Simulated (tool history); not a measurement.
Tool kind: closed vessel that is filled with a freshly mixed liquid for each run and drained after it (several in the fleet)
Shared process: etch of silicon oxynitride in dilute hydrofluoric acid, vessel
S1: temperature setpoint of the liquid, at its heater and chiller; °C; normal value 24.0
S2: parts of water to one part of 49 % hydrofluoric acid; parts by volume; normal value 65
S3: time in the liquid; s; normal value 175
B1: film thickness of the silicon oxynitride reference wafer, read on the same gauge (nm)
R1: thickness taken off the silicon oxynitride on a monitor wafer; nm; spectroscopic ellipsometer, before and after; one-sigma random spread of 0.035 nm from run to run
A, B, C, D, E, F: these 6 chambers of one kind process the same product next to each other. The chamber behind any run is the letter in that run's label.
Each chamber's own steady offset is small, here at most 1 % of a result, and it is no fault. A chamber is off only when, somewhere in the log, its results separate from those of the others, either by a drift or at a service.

run 1C hour=11.3 | S1=24.0 S2=65 S3=175 | B1=80.063 | R1=4.7626
run 2A hour=23.3 | S1=24.0 S2=65 S3=175 | B1=79.960 | R1=4.7948
run 3D hour=30.0 | S1=24.0 S2=65 S3=175 | B1=79.998 | R1=4.8388
-- hour=30.9 chamber E: hydrofluoric acid flow meter replaced
run 4E hour=36.6 | S1=24.0 S2=65 S3=175 | B1=79.990 | R1=4.8987
run 5B hour=48.1 | S1=24.0 S2=65 S3=175 | B1=79.994 | R1=4.8631
run 6F hour=61.1 | S1=24.0 S2=65 S3=175 | B1=79.991 | R1=4.8302
run 7F hour=71.3 | S1=24.0 S2=65 S3=175 | B1=79.960 | R1=4.8499
run 8E hour=79.1 | S1=24.0 S2=65 S3=175 | B1=80.021 | R1=4.8410
run 9C hour=89.3 | S1=24.0 S2=65 S3=175 | B1=79.976 | R1=4.7864
-- hour=97.5 chamber C: thermometer replaced
run 10A hour=103.7 | S1=24.0 S2=50 S3=220 | B1=79.954 | R1=7.8210
run 11D hour=115.1 | S1=24.0 S2=50 S3=220 | B1=79.991 | R1=7.9239
run 12B hour=127.5 | S1=24.0 S2=50 S3=220 | B1=80.026 | R1=7.9853
run 13D hour=134.9 | S1=24.0 S2=50 S3=220 | B1=80.006 | R1=7.9350
run 14C hour=144.3 | S1=24.0 S2=50 S3=220 | B1=79.990 | R1=7.9402
run 15E hour=151.3 | S1=24.0 S2=50 S3=220 | B1=79.986 | R1=7.9332
run 16F hour=165.4 | S1=24.0 S2=65 S3=175 | B1=79.975 | R1=4.8213
run 17B hour=174.6 | S1=24.0 S2=80 S3=175 | B1=80.023 | R1=3.9186
run 18A hour=186.0 | S1=24.0 S2=80 S3=175 | B1=80.030 | R1=3.8434
-- hour=198.4 chamber D: hydrofluoric acid flow meter replaced
run 19A hour=199.3 | S1=24.0 S2=80 S3=175 | B1=80.032 | R1=3.8229
run 20E hour=209.0 | S1=24.0 S2=80 S3=175 | B1=80.018 | R1=3.9129
run 21D hour=219.7 | S1=24.0 S2=80 S3=175 | B1=79.981 | R1=3.8435
run 22B hour=231.8 | S1=24.0 S2=80 S3=175 | B1=80.003 | R1=3.8723
run 23C hour=246.0 | S1=24.0 S2=65 S3=175 | B1=79.988 | R1=4.9325
run 24F hour=259.5 | S1=24.0 S2=65 S3=175 | B1=80.017 | R1=4.7557
run 25F hour=274.5 | S1=24.0 S2=65 S3=175 | B1=79.973 | R1=4.8464
run 26C hour=281.2 | S1=24.0 S2=65 S3=175 | B1=80.010 | R1=4.8998
run 27A hour=291.8 | S1=28.5 S2=55 S3=175 | B1=80.028 | R1=6.9593
run 28E hour=304.5 | S1=28.5 S2=55 S3=175 | B1=80.057 | R1=7.0942
run 29D hour=316.3 | S1=28.5 S2=55 S3=175 | B1=80.024 | R1=7.0349
run 30B hour=328.1 | S1=28.5 S2=55 S3=175 | B1=80.012 | R1=7.1745
run 31C hour=338.5 | S1=28.5 S2=55 S3=175 | B1=80.015 | R1=7.3803
run 32F hour=350.4 | S1=28.5 S2=55 S3=175 | B1=79.962 | R1=7.1449
run 33D hour=365.5 | S1=24.0 S2=65 S3=175 | B1=80.022 | R1=4.8018
run 34E hour=372.5 | S1=24.0 S2=90 S3=175 | B1=80.034 | R1=3.4299
run 35B hour=381.6 | S1=24.0 S2=90 S3=175 | B1=80.004 | R1=3.4282
run 36A hour=389.6 | S1=24.0 S2=90 S3=175 | B1=79.950 | R1=3.3788
run 37B hour=403.8 | S1=24.0 S2=90 S3=175 | B1=80.006 | R1=3.4140
run 38D hour=418.8 | S1=24.0 S2=90 S3=175 | B1=79.989 | R1=3.3881
run 39F hour=433.7 | S1=24.0 S2=90 S3=175 | B1=79.989 | R1=3.3954
run 40E hour=442.2 | S1=24.0 S2=65 S3=175 | B1=80.013 | R1=4.8162

What goes on in this fleet: one chamber off, a drifting gauge, or nothing beyond the chambers' own small offsets? Name the chamber and the cause, if any.

Little by little, chamber C moves away from the other chambers.
Most likely cause: hydrofluoric acid flow above the setpoint (%) = 6.07.

Which of the 4 candidates below, each the usual settings with something changed and its results left as question marks, puts chamber C back in line with what the other chambers give on the usual settings?
Counts as in line when no further than this from what the other chambers average on the usual settings: R1 0.1200 nm
run 41C-1 hour=453.0 | S1=24.5 S2=65 S3=190 | R1=?
run 41C-2 hour=453.0 | S1=23.5 S2=70 S3=175 | R1=?
run 41C-3 hour=453.0 | S1=24.0 S2=65 S3=165 | R1=?
run 41C-4 hour=453.0 | S1=24.0 S2=65 S3=185 | R1=?

On the usual settings, the other chambers give on average: R1 4.8075 nm
run=41C-1 R1=5.6503
run=41C-2 R1=4.5916
run=41C-3 R1=4.7920
run=41C-4 R1=5.3728
41C-3 is the one that brings the chamber's results back in line with the other chambers.
